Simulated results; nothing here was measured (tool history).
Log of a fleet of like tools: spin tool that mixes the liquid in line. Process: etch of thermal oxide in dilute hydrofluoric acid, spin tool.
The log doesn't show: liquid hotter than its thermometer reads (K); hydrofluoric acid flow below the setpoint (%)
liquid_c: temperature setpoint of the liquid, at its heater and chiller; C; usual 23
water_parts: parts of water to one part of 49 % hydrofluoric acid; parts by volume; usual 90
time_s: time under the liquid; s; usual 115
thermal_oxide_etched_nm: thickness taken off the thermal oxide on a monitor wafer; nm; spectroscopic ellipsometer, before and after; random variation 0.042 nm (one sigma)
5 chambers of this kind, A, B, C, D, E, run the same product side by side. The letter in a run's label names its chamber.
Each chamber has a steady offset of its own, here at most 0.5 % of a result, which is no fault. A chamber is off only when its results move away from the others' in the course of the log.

run,hour,liquid_c,water_parts,time_s,hours since the thermometer was replaced,hours since the hydrofluoric acid flow meter was replaced,"read-back film thickness of the thermal oxide reference wafer, read on the same gauge (nm)",thermal_oxide_etched_nm
1E,13.4,23,90,115,334.8,433.7,59.998,5.7604
2A,19.8,23,90,115,2227.1,330.4,59.988,5.873
3B,31,23,90,115,1694.2,1492.6,60.001,5.7572
4D,39.7,23,90,115,127.4,1010.6,60.021,5.8259
5C,46.3,23,90,115,274.8,1837.6,59.962,5.8508
6E,55.5,23,90,115,376.9,475.8,60.01,5.7971
7C,65.4,23,90,115,293.9,1856.7,60.003,5.8468
8D,72.3,23,90,115,160,1043.2,60.002,5.7931
9B,83.7,23,90,115,1746.9,1545.3,59.976,5.9239
10A,91.7,23,90,115,2299,402.3,60.001,5.9214
11E,99.5,23,90,115,420.9,519.8,59.997,5.8023
12D,107.3,23,90,115,195,1078.2,60.004,5.8252
13B,119.9,23,90,115,1783.1,1581.5,59.992,5.9078
14A,127.3,23,90,115,2334.6,437.9,59.993,5.8938
# hour 138.3: chamber B: hydrofluoric acid flow meter replaced
15C,139.9,23,90,115,368.4,1931.2,59.998,5.867
16E,147.8,23,90,115,469.2,568.1,59.976,5.8068
17D,158.4,23,90,115,246.1,1129.3,60.004,5.8222
18A,166.1,23,50,145,2373.4,476.7,59.993,14.109
19C,172.5,23,50,145,401,1963.8,59.998,14.047
20B,180.7,23,50,145,1843.9,42.4,60.012,13.913
21B,189.4,23,50,145,1852.6,51.1,59.998,13.886
# hour 192.4: chamber E: hydrofluoric acid flow meter replaced
22E,200.7,23,50,145,522.1,8.3,59.981,14.22
23D,213.6,23,90,115,301.3,1184.5,59.986,5.7818
24A,226.4,23,90,115,2433.7,537,59.991,5.7553
25C,235.5,23,90,115,464,2026.8,60.011,5.8461
26B,245.4,23,90,115,1908.6,107.1,59.983,5.8757
27A,259,23,90,115,2466.3,569.6,59.981,5.7014
28C,267.1,23,90,115,495.6,2058.4,59.983,5.875
# hour 267.7: chamber C: hydrofluoric acid flow meter replaced
29D,276,23,90,115,363.7,1246.9,60.012,5.7638
30E,289.5,23,90,115,610.9,97.1,59.964,5.8285
31E,296.1,23,90,115,617.5,103.7,59.989,5.8797
32C,304.3,23,90,115,532.8,36.6,60.002,5.8072
33B,312.8,23,90,115,1976,174.5,59.99,5.8665
# hour 317.4: chamber C: thermometer replaced
34A,319.5,23,90,115,2526.8,630.1,59.992,5.5237
35D,327.1,23,90,115,414.8,1298,60.006,5.8289
36C,340.5,23,90,115,23.1,72.8,60.004,5.8448
37E,346.9,23,90,115,668.3,154.5,60.015,5.8855
38D,360.5,26.5,60,115,448.2,1331.4,60.001,10.345
39A,374,26.5,60,115,2581.3,684.6,60.009,9.7556
40B,382.4,26.5,60,115,2045.6,244.1,59.972,10.584
41E,391.1,26.5,60,115,712.5,198.7,59.979,10.495

Is one chamber off against the others, does the gauge drift, or is nothing wrong? If a chamber is off, say which, and what the likeliest cause is.

Chamber A drifts away from the others.
Cause: hydrofluoric acid flow below the setpoint (%) = 7.82.
The log may not tell that from: liquid colder than its thermometer reads (K).

Here are 4 candidates for chamber A's next run, each the usual settings with a change, their results left as question marks. Which one brings its results back in line with what the others give on the usual settings?
In line means no further than this from the other chambers' mean on the usual settings: thermal_oxide_etched_nm 0.15 nm
42A-1,400.8,23,90,120,,,,?
42A-2,400.8,22,90,115,,,,?
42A-3,400.8,25,90,115,,,,?
42A-4,400.8,23,90,105,,,,?

The other chambers' mean on the usual settings: thermal_oxide_etched_nm 5.8367 nm
run,thermal_oxide_etched_nm
42A-1,5.6201
42A-2,5.1739
42A-3,5.8301
42A-4,4.9176
42A-3 brings the chamber back in line.
